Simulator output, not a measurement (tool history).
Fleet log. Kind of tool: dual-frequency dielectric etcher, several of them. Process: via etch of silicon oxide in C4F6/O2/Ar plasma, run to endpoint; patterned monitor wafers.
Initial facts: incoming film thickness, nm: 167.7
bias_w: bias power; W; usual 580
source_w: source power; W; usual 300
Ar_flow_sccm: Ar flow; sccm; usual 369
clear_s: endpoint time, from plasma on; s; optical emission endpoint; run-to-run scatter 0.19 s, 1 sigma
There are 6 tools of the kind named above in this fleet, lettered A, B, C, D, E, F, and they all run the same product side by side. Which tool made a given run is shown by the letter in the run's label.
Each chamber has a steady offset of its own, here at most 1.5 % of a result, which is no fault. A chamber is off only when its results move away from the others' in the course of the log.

run	hour	bias_w	source_w	Ar_flow_sccm	hours since the last wet clean	hours since the last bias power generator calibration	hours since the last source power generator calibration	hours since the last Ar flow controller change	clear_s
1D	4.3	580	300	369	59.9	258.9	1622.1	2317.2	39.349
# hour 4.6: chamber A: bias power generator calibrated
2A	7.9	580	300	369	224.7	3.4	899.9	2891.1	39.554
3E	13.2	580	300	369	70.6	311.0	2706.4	1378.7	39.980
4F	18.9	580	300	369	54.7	81.0	383.9	1796.8	39.738
5B	24.1	580	300	369	92.2	682.8	4137.6	2424.6	39.882
6C	27.7	580	300	369	127.7	1948.2	2481.4	1260.2	39.796
7C	32.3	580	300	369	132.3	1952.8	2486.0	1264.8	39.338
8E	38.6	580	300	369	96.0	336.4	2731.8	1404.1	39.993
9D	43.2	580	300	369	98.8	297.8	1661.0	2356.1	39.140
10F	47.6	580	300	369	83.4	109.7	412.6	1825.5	39.638
# hour 49.7: chamber E: source power generator calibrated
11A	52.6	580	300	369	269.4	48.1	944.6	2935.8	39.620
12B	58.5	580	370	369	126.6	717.2	4172.0	2459.0	36.708
13C	65.5	580	370	369	165.5	1986.0	2519.2	1298.0	36.697
14A	71.4	580	370	369	288.2	66.9	963.4	2954.6	37.133
15B	76.5	580	370	369	144.6	735.2	4190.0	2477.0	36.448
16E	80.8	580	370	369	138.2	378.6	31.2	1446.3	36.816
17D	84.7	580	370	369	140.3	339.3	1702.5	2397.6	36.406
18F	90.5	580	300	369	126.3	152.6	455.5	1868.4	39.768
19E	96.4	580	300	369	153.8	394.2	46.8	1461.9	39.708
20A	101.7	580	300	369	318.5	97.2	993.7	2984.9	40.294
21D	106.4	580	300	369	162.0	361.0	1724.2	2419.3	39.103
22C	111.2	580	300	369	211.2	2031.7	2564.9	1343.7	39.501
23B	115.7	580	300	369	183.8	774.4	4229.2	2516.2	39.874
24F	121.7	580	300	369	157.5	183.8	486.7	1899.6	39.669
25C	128.5	580	300	369	228.5	2049.0	2582.2	1361.0	39.693
26B	133.7	580	300	369	201.8	792.4	4247.2	2534.2	39.802
27F	140.7	580	300	369	176.5	202.8	505.7	1918.6	39.347
28E	147.1	580	300	369	204.5	444.9	97.5	1512.6	39.902
29D	150.3	580	300	369	205.9	404.9	1768.1	2463.2	39.027
30A	154.8	530	300	448	371.6	150.3	1046.8	3038.0	43.109
31B	161.8	530	300	448	229.9	820.5	4275.3	2562.3	42.294
# hour 164.7: chamber B: source power generator calibrated
32D	168.2	530	300	448	223.8	422.8	1786.0	2481.1	41.449
33C	171.6	530	300	448	271.6	2092.1	2625.3	1404.1	42.050
34F	175.4	530	300	448	211.2	237.5	540.4	1953.3	41.765
35E	182.0	530	300	448	239.4	479.8	132.4	1547.5	42.445
36A	188.8	580	300	369	405.6	184.3	1080.8	3072.0	41.168
37F	195.4	580	300	369	231.2	257.5	560.4	1973.3	39.614
38B	201.5	580	300	369	269.6	860.2	36.9	2602.0	39.416
39A	207.3	580	300	369	424.1	202.8	1099.3	3090.5	41.105
40D	212.4	721	300	280	268.0	467.0	1830.2	2525.3	35.176

Read the log: is a single chamber off, either drifting away or since a service, is the gauge that measures every chamber drifting, or is nothing wrong beyond small per-chamber offsets? Name any odd chamber and what most likely caused it.

Chamber A drifts away from the others.
Cause: etch rate under this chamber's usual, % = 3.89.

Chamber A could run next with any of the 4 candidate recipes listed below; each alters the usual settings, and their results appear as question marks. Which one brings its results back in line with what the other chambers deliver on the usual settings?
Counts as in line when no further than this from what the other chambers average on the usual settings: clear_s 0.650 s
41A-1	217.4	580	270	369					?
41A-2	217.4	580	300	327					?
41A-3	217.4	580	290	372					?
41A-4	217.4	580	340	369					?

What the other chambers average on the usual settings: clear_s 39.615 s
run	clear_s
41A-1	42.999
41A-2	40.859
41A-3	41.949
41A-4	39.581
The answer is 41A-4, which returns the chamber to within the allowed miss of the others.
